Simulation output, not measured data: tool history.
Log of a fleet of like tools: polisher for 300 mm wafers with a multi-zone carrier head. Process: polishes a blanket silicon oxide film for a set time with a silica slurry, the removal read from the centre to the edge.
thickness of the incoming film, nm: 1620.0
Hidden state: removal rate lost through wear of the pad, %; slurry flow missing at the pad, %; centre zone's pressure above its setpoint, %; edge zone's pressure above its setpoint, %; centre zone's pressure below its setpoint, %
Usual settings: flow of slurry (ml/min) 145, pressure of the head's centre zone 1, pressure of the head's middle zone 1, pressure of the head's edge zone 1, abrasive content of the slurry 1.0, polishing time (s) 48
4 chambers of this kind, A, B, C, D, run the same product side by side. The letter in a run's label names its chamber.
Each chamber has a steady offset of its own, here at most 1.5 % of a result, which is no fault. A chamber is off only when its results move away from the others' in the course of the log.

run,day,flow of slurry (ml/min),pressure of the head's centre zone,pressure of the head's middle zone,pressure of the head's edge zone,abrasive content of the slurry,polishing time (s),wafers polished on this pad,hours since the slurry nozzle was cleaned,hours since the centre zone pressure was calibrated,hours since the edge zone pressure was calibrated,film removed at the wafer's centre (angstrom),film removed at mid-radius (angstrom),film removed at the wafer's edge (angstrom)
# day 0.067: chamber B: worn pad replaced by a new one
1B,0.175,145,1,1,1,1.0,48,24,419.5,73.3,826.8,1167.80,1166.90,1153.60
2C,0.479,145,1,1,1,1.0,48,424,343.7,103.3,424.5,1175.40,1192.30,1142.60
3D,0.775,145,1,1,1,1.0,48,398,352.1,464.7,287.8,1190.40,1162.90,1199.40
4A,1.004,145,1,1,1,1.0,48,287,498.8,491.0,698.1,1176.70,1165.70,1166.10
5D,1.246,145,1,1,1,1.0,48,503,363.4,476.0,299.1,1157.00,1174.20,1189.50
6C,1.483,145,1,1,1,1.3,48,648,367.8,127.4,448.6,1342.40,1305.30,1314.00
7B,1.771,145,1,1,1,1.3,48,380,457.8,111.6,865.1,1316.90,1320.50,1290.30
# day 1.783: chamber A: worn pad replaced by a new one
# day 1.829: chamber D: worn pad replaced by a new one
8A,1.912,145,1,1,1,1.3,48,28,520.6,512.8,719.9,1313.30,1302.90,1277.60
9A,2.167,145,1,1,1,1.3,48,85,526.7,518.9,726.0,1308.30,1303.80,1302.10
10C,2.421,145,1,1,1,1.0,48,857,390.3,149.9,471.1,1155.40,1175.70,1173.00
# day 2.600: chamber D: centre zone pressure recalibrated
# day 2.600: chamber C: worn pad replaced by a new one
11D,2.688,145,1,1,1,1.0,48,191,398.0,2.1,333.7,1278.40,1179.60,1207.00
12B,2.988,145,1,1,1,1.0,48,651,487.0,140.8,894.3,1213.70,1174.70,1148.80
13C,3.308,145,1,1,1,1.0,48,158,411.6,171.2,492.4,1155.90,1188.30,1167.50
14B,3.508,145,1,1,1,1.0,32,767,499.5,153.3,906.8,760.64,787.69,779.72
15D,3.792,145,1,1,1,1.0,32,437,424.5,28.6,360.2,840.84,785.14,800.71
16A,4.025,145,1,1,1,1.0,32,499,571.3,563.5,770.6,783.01,777.45,763.68
17A,4.217,145,1,1,1,1.0,32,542,575.9,568.1,775.2,762.52,787.45,769.71
18D,4.421,145,1,1,1,1.0,48,578,439.6,43.7,375.3,1280.50,1158.60,1190.30
# day 4.508: chamber A: worn pad replaced by a new one
# day 4.579: chamber D: worn pad replaced by a new one
19C,4.588,145,1,1,1,1.0,48,443,442.3,201.9,523.1,1154.50,1191.40,1164.80
20B,4.742,145,1,1,1,1.0,48,1042,529.1,182.9,936.4,1168.50,1173.80,1155.40
# day 4.996: chamber B: worn pad replaced by a new one
21A,5.038,145,1,1,1,1.0,48,118,595.6,587.8,794.9,1173.80,1162.00,1157.40
22C,5.254,145,1,1,1,1.0,48,591,458.3,217.9,539.1,1153.10,1181.30,1157.30
23B,5.442,145,1,1,1,1.0,48,99,545.9,199.7,953.2,1177.70,1182.10,1149.10
24D,5.617,175,1,1,1,1.0,48,231,468.3,72.4,404.0,1316.10,1214.60,1224.20
# day 5.883: chamber A: slurry nozzle cleaned
25C,5.942,175,1,1,1,1.0,48,745,474.8,234.4,555.6,1226.20,1206.50,1197.00
26A,6.112,175,1,1,1,1.0,48,357,5.6,613.6,820.7,1232.20,1212.50,1205.40
27D,6.308,175,1,1,1,1.0,48,385,484.9,89.0,420.6,1316.30,1210.60,1208.10

All 4 chambers run these settings next. Forecast each chamber's results:
28A,6.542,145,1,1,1,1.0,48,,,,,?,?,?
28B,6.542,145,1,1,1,1.0,48,,,,,?,?,?
28C,6.542,145,1,1,1,1.0,48,,,,,?,?,?
28D,6.542,145,1,1,1,1.0,48,,,,,?,?,?

run,film removed at the wafer's centre (angstrom),film removed at mid-radius (angstrom),film removed at the wafer's edge (angstrom)
28A,1217.80,1162.90,1170.40
28B,1176.00,1176.50,1160.90
28C,1169.50,1193.10,1168.70
28D,1291.30,1178.90,1186.20

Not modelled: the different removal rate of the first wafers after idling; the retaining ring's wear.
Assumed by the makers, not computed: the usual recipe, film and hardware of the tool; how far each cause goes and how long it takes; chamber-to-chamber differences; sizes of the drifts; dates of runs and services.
